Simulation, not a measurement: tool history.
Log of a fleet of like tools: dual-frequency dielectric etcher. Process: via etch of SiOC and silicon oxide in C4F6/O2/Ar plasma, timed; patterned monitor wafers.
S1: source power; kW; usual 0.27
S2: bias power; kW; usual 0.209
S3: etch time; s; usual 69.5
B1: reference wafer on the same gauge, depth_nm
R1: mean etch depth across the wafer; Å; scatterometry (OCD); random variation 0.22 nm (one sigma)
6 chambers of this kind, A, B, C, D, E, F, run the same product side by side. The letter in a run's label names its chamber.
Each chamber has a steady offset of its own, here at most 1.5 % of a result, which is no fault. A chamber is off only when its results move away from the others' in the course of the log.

| run | hour | S1 | S2 | S3 | B1 | R1 |
|---|---|---|---|---|---|---|
| 1E | 8 | 0.27 | 0.209 | 69.5 | 57.75 | 710.34 |
| 2D | 21 | 0.27 | 0.209 | 69.5 | 57.83 | 719.86 |
| 3B | 33.2 | 0.27 | 0.209 | 69.5 | 57.838 | 708.47 |
| 4A | 48.1 | 0.27 | 0.209 | 69.5 | 57.814 | 703.46 |
| 5C | 58.6 | 0.23 | 0.189 | 69.5 | 57.799 | 636.37 |
| 6F | 68 | 0.23 | 0.189 | 69.5 | 57.774 | 649.82 |
| 7F | 76.8 | 0.23 | 0.189 | 69.5 | 57.812 | 650.92 |
|  | 79.7 | chamber C: wet clean of the chamber |
| 8E | 92.2 | 0.23 | 0.189 | 69.5 | 57.809 | 649.72 |
| 9A | 104.5 | 0.23 | 0.189 | 69.5 | 57.826 | 638.43 |
| 10C | 117.9 | 0.23 | 0.189 | 69.5 | 57.827 | 635.96 |
| 11D | 128.7 | 0.27 | 0.166 | 63 | 57.857 | 600.95 |
| 12B | 139.3 | 0.27 | 0.166 | 63 | 57.798 | 591.81 |
| 13C | 155.4 | 0.27 | 0.166 | 63 | 57.819 | 588.7 |
| 14F | 171.4 | 0.27 | 0.166 | 63 | 57.769 | 597.67 |
| 15A | 182.2 | 0.27 | 0.166 | 63 | 57.813 | 593.01 |
| 16D | 196.1 | 0.27 | 0.166 | 63 | 57.776 | 601.07 |
|  | 205.2 | chamber E: wet clean of the chamber |
| 17E | 209 | 0.27 | 0.209 | 69.5 | 57.786 | 706.81 |
| 18B | 219.3 | 0.24 | 0.209 | 69.5 | 57.753 | 677.73 |
| 19B | 231.9 | 0.24 | 0.209 | 69.5 | 57.837 | 678.81 |
| 20E | 239.9 | 0.24 | 0.209 | 69.5 | 57.802 | 682.28 |
| 21D | 248.9 | 0.24 | 0.209 | 69.5 | 57.793 | 689.59 |
| 22C | 257.2 | 0.24 | 0.209 | 69.5 | 57.806 | 669.04 |
| 23F | 272.3 | 0.24 | 0.209 | 69.5 | 57.793 | 684.4 |
|  | 274 | chamber B: wet clean of the chamber |
| 24A | 283.7 | 0.27 | 0.209 | 69.5 | 57.8 | 704.58 |
| 25B | 297.3 | 0.27 | 0.209 | 69.5 | 57.784 | 681.7 |
|  | 298.1 | chamber A: wet clean of the chamber |
| 26D | 305.2 | 0.27 | 0.209 | 69.5 | 57.801 | 716.94 |
| 27F | 313 | 0.27 | 0.209 | 69.5 | 57.811 | 711.05 |
| 28C | 321.9 | 0.27 | 0.209 | 69.5 | 57.832 | 698.47 |
|  | 329.7 | chamber F: wet clean of the chamber |
| 29E | 336.8 | 0.24 | 0.255 | 69.5 | 57.792 | 728.23 |
| 30A | 348.4 | 0.24 | 0.255 | 69.5 | 57.733 | 719.65 |
| 31C | 361.2 | 0.24 | 0.255 | 69.5 | 57.776 | 715.29 |
| 32F | 376.5 | 0.24 | 0.255 | 69.5 | 57.806 | 732.69 |
| 33D | 390.4 | 0.24 | 0.255 | 69.5 | 57.846 | 730.5 |
| 34E | 403.4 | 0.24 | 0.255 | 69.5 | 57.767 | 728.11 |
| 35B | 419.3 | 0.27 | 0.209 | 69.5 | 57.813 | 679.67 |
| 36A | 435.1 | 0.27 | 0.209 | 69.5 | 57.786 | 701.78 |
| 37D | 444.6 | 0.27 | 0.209 | 69.5 | 57.798 | 714.19 |

What goes on in this fleet: one chamber off, a drifting gauge, or nothing beyond the chambers' own small offsets? Name the chamber and the cause, if any.

A service left chamber B off against the others.
Cause: etch rate under this chamber's usual, % = 3.93.

Here are 4 candidates for chamber B's next run, each the usual settings with a change, their results left as question marks. Which one brings its results back in line with what the others give on the usual settings?
In line means no further than this from the other chambers' mean on the usual settings: R1 7.6 Å
| 38B-1 | 456.2 | 0.27 | 0.207 | 67.5 |  | ? |
| 38B-2 | 456.2 | 0.27 | 0.206 | 65 |  | ? |
| 38B-3 | 456.2 | 0.27 | 0.209 | 74.5 |  | ? |
| 38B-4 | 456.2 | 0.27 | 0.209 | 72 |  | ? |

The other chambers' mean on the usual settings: R1 708.28 Å
| run | R1 |
|---|---|
| 38B-1 | 659.97 |
| 38B-2 | 634.46 |
| 38B-3 | 730.83 |
| 38B-4 | 706.3 |
38B-4 brings the chamber back in line.
